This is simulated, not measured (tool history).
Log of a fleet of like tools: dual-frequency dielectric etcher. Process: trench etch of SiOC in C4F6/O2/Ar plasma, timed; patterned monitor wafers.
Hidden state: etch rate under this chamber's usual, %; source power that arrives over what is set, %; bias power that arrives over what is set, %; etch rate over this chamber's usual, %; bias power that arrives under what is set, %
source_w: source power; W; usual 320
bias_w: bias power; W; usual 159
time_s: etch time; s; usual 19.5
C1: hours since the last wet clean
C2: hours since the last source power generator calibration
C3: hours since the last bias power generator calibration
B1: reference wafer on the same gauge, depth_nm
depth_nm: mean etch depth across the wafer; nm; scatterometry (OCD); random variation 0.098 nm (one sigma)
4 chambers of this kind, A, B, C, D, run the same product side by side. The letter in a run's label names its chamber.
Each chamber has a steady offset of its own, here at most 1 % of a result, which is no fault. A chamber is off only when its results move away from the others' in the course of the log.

{"run": "1C", "day": 0.121, "source_w": 320, "bias_w": 159, "time_s": 19.5, "C1": 110.1, "C2": 3524.5, "C3": 1525.0, "B1": 42.412, "depth_nm": 35.847}
{"run": "2A", "day": 0.338, "source_w": 320, "bias_w": 159, "time_s": 19.5, "C1": 230.5, "C2": 1663.1, "C3": 640.8, "B1": 42.364, "depth_nm": 35.473}
{"run": "3B", "day": 0.508, "source_w": 320, "bias_w": 159, "time_s": 19.5, "C1": 34.3, "C2": 103.7, "C3": 1649.8, "B1": 42.365, "depth_nm": 35.969}
{"run": "4D", "day": 0.642, "source_w": 320, "bias_w": 159, "time_s": 19.5, "C1": 114.2, "C2": 2910.0, "C3": 724.2, "B1": 42.396, "depth_nm": 35.66}
{"run": "5D", "day": 0.879, "source_w": 320, "bias_w": 159, "time_s": 19.5, "C1": 119.9, "C2": 2915.7, "C3": 729.9, "B1": 42.402, "depth_nm": 35.52}
{"run": "6B", "day": 1.15, "source_w": 320, "bias_w": 159, "time_s": 19.5, "C1": 49.7, "C2": 119.1, "C3": 1665.2, "B1": 42.386, "depth_nm": 35.896}
{"run": "7A", "day": 1.271, "source_w": 320, "bias_w": 159, "time_s": 19.5, "C1": 252.9, "C2": 1685.5, "C3": 663.2, "B1": 42.385, "depth_nm": 35.403}
{"run": "8C", "day": 1.425, "source_w": 320, "bias_w": 159, "time_s": 19.5, "C1": 141.4, "C2": 3555.8, "C3": 1556.3, "B1": 42.377, "depth_nm": 35.847}
{"run": "9B", "day": 1.558, "source_w": 320, "bias_w": 159, "time_s": 19.5, "C1": 59.5, "C2": 128.9, "C3": 1675.0, "B1": 42.406, "depth_nm": 36.015}
{"run": "10D", "day": 1.692, "source_w": 320, "bias_w": 159, "time_s": 19.5, "C1": 139.4, "C2": 2935.2, "C3": 749.4, "B1": 42.424, "depth_nm": 35.548}
{"run": "11A", "day": 1.921, "source_w": 320, "bias_w": 159, "time_s": 19.5, "C1": 268.5, "C2": 1701.1, "C3": 678.8, "B1": 42.402, "depth_nm": 35.472}
{"run": "12C", "day": 2.075, "source_w": 320, "bias_w": 159, "time_s": 19.5, "C1": 157.0, "C2": 3571.4, "C3": 1571.9, "B1": 42.403, "depth_nm": 35.791}
{"run": "13A", "day": 2.317, "source_w": 320, "bias_w": 159, "time_s": 19.5, "C1": 278.0, "C2": 1710.6, "C3": 688.3, "B1": 42.403, "depth_nm": 35.379}
{"run": "14C", "day": 2.554, "source_w": 320, "bias_w": 159, "time_s": 19.5, "C1": 168.5, "C2": 3582.9, "C3": 1583.4, "B1": 42.371, "depth_nm": 35.86}
{"run": "15B", "day": 2.808, "source_w": 320, "bias_w": 159, "time_s": 19.5, "C1": 89.5, "C2": 158.9, "C3": 1705.0, "B1": 42.403, "depth_nm": 35.667}
{"run": "16D", "day": 3.071, "source_w": 320, "bias_w": 159, "time_s": 19.5, "C1": 172.5, "C2": 2968.3, "C3": 782.5, "B1": 42.408, "depth_nm": 35.626}
{"run": "17C", "day": 3.283, "source_w": 280, "bias_w": 159, "time_s": 19.5, "C1": 186.0, "C2": 3600.4, "C3": 1600.9, "B1": 42.389, "depth_nm": 34.091}
{"run": "18B", "day": 3.429, "source_w": 280, "bias_w": 159, "time_s": 19.5, "C1": 104.4, "C2": 173.8, "C3": 1719.9, "B1": 42.381, "depth_nm": 33.833}
{"run": "19D", "day": 3.571, "source_w": 280, "bias_w": 159, "time_s": 19.5, "C1": 184.5, "C2": 2980.3, "C3": 794.5, "B1": 42.398, "depth_nm": 33.821}
{"run": "20A", "day": 3.846, "source_w": 280, "bias_w": 159, "time_s": 19.5, "C1": 314.7, "C2": 1747.3, "C3": 725.0, "B1": 42.387, "depth_nm": 33.313}
{"run": "21B", "day": 4.1, "source_w": 320, "bias_w": 159, "time_s": 19.5, "C1": 120.5, "C2": 189.9, "C3": 1736.0, "B1": 42.364, "depth_nm": 35.756}
{"run": "22A", "day": 4.338, "source_w": 320, "bias_w": 159, "time_s": 19.5, "C1": 326.5, "C2": 1759.1, "C3": 736.8, "B1": 42.396, "depth_nm": 34.896}
{"run": "23D", "day": 4.492, "source_w": 320, "bias_w": 159, "time_s": 19.5, "C1": 206.6, "C2": 3002.4, "C3": 816.6, "B1": 42.394, "depth_nm": 35.551}
{"run": "24C", "day": 4.662, "source_w": 320, "bias_w": 159, "time_s": 19.5, "C1": 219.1, "C2": 3633.5, "C3": 1634.0, "B1": 42.375, "depth_nm": 35.818}
{"run": "25B", "day": 4.929, "source_w": 320, "bias_w": 159, "time_s": 19.5, "C1": 140.4, "C2": 209.8, "C3": 1755.9, "B1": 42.397, "depth_nm": 35.93}
{"day": 5.142, "done": "chamber C: source power generator calibrated"}
{"run": "26D", "day": 5.188, "source_w": 320, "bias_w": 159, "time_s": 19.5, "C1": 223.3, "C2": 3019.1, "C3": 833.3, "B1": 42.355, "depth_nm": 35.681}
{"run": "27C", "day": 5.421, "source_w": 320, "bias_w": 159, "time_s": 24.0, "C1": 237.3, "C2": 6.8, "C3": 1652.2, "B1": 42.377, "depth_nm": 44.073}
{"run": "28A", "day": 5.696, "source_w": 320, "bias_w": 159, "time_s": 24.0, "C1": 359.1, "C2": 1791.7, "C3": 769.4, "B1": 42.384, "depth_nm": 42.753}
{"run": "29D", "day": 5.929, "source_w": 320, "bias_w": 159, "time_s": 24.0, "C1": 241.1, "C2": 3036.9, "C3": 851.1, "B1": 42.39, "depth_nm": 43.738}
{"run": "30C", "day": 6.179, "source_w": 320, "bias_w": 159, "time_s": 24.0, "C1": 255.5, "C2": 25.0, "C3": 1670.4, "B1": 42.372, "depth_nm": 44.012}
{"run": "31B", "day": 6.3, "source_w": 320, "bias_w": 159, "time_s": 19.5, "C1": 173.3, "C2": 242.7, "C3": 1788.8, "B1": 42.421, "depth_nm": 35.817}
{"run": "32A", "day": 6.421, "source_w": 320, "bias_w": 159, "time_s": 19.5, "C1": 376.5, "C2": 1809.1, "C3": 786.8, "B1": 42.371, "depth_nm": 34.628}
{"run": "33C", "day": 6.625, "source_w": 320, "bias_w": 159, "time_s": 19.5, "C1": 266.2, "C2": 35.7, "C3": 1681.1, "B1": 42.369, "depth_nm": 35.822}
{"run": "34B", "day": 6.812, "source_w": 320, "bias_w": 159, "time_s": 19.5, "C1": 185.6, "C2": 255.0, "C3": 1801.1, "B1": 42.393, "depth_nm": 35.782}
{"run": "35A", "day": 7.046, "source_w": 320, "bias_w": 159, "time_s": 19.5, "C1": 391.5, "C2": 1824.1, "C3": 801.8, "B1": 42.389, "depth_nm": 34.442}
{"run": "36D", "day": 7.308, "source_w": 320, "bias_w": 159, "time_s": 19.5, "C1": 274.2, "C2": 3070.0, "C3": 884.2, "B1": 42.414, "depth_nm": 35.699}
{"run": "37A", "day": 7.492, "source_w": 320, "bias_w": 159, "time_s": 19.5, "C1": 402.2, "C2": 1834.8, "C3": 812.5, "B1": 42.384, "depth_nm": 34.322}
{"run": "38C", "day": 7.746, "source_w": 320, "bias_w": 159, "time_s": 16.5, "C1": 293.1, "C2": 62.6, "C3": 1708.0, "B1": 42.388, "depth_nm": 30.351}
{"run": "39B", "day": 7.988, "source_w": 320, "bias_w": 159, "time_s": 16.5, "C1": 213.8, "C2": 283.2, "C3": 1829.3, "B1": 42.413, "depth_nm": 30.125}

All 4 chambers run these settings next. Forecast each chamber's results:
{"run": "40A", "day": 8.183, "source_w": 320, "bias_w": 159, "time_s": 19.5, "depth_nm": "?"}
{"run": "40B", "day": 8.183, "source_w": 320, "bias_w": 159, "time_s": 19.5, "depth_nm": "?"}
{"run": "40C", "day": 8.183, "source_w": 320, "bias_w": 159, "time_s": 19.5, "depth_nm": "?"}
{"run": "40D", "day": 8.183, "source_w": 320, "bias_w": 159, "time_s": 19.5, "depth_nm": "?"}

run=40A depth_nm=34.089
run=40B depth_nm=35.896
run=40C depth_nm=35.779
run=40D depth_nm=35.783

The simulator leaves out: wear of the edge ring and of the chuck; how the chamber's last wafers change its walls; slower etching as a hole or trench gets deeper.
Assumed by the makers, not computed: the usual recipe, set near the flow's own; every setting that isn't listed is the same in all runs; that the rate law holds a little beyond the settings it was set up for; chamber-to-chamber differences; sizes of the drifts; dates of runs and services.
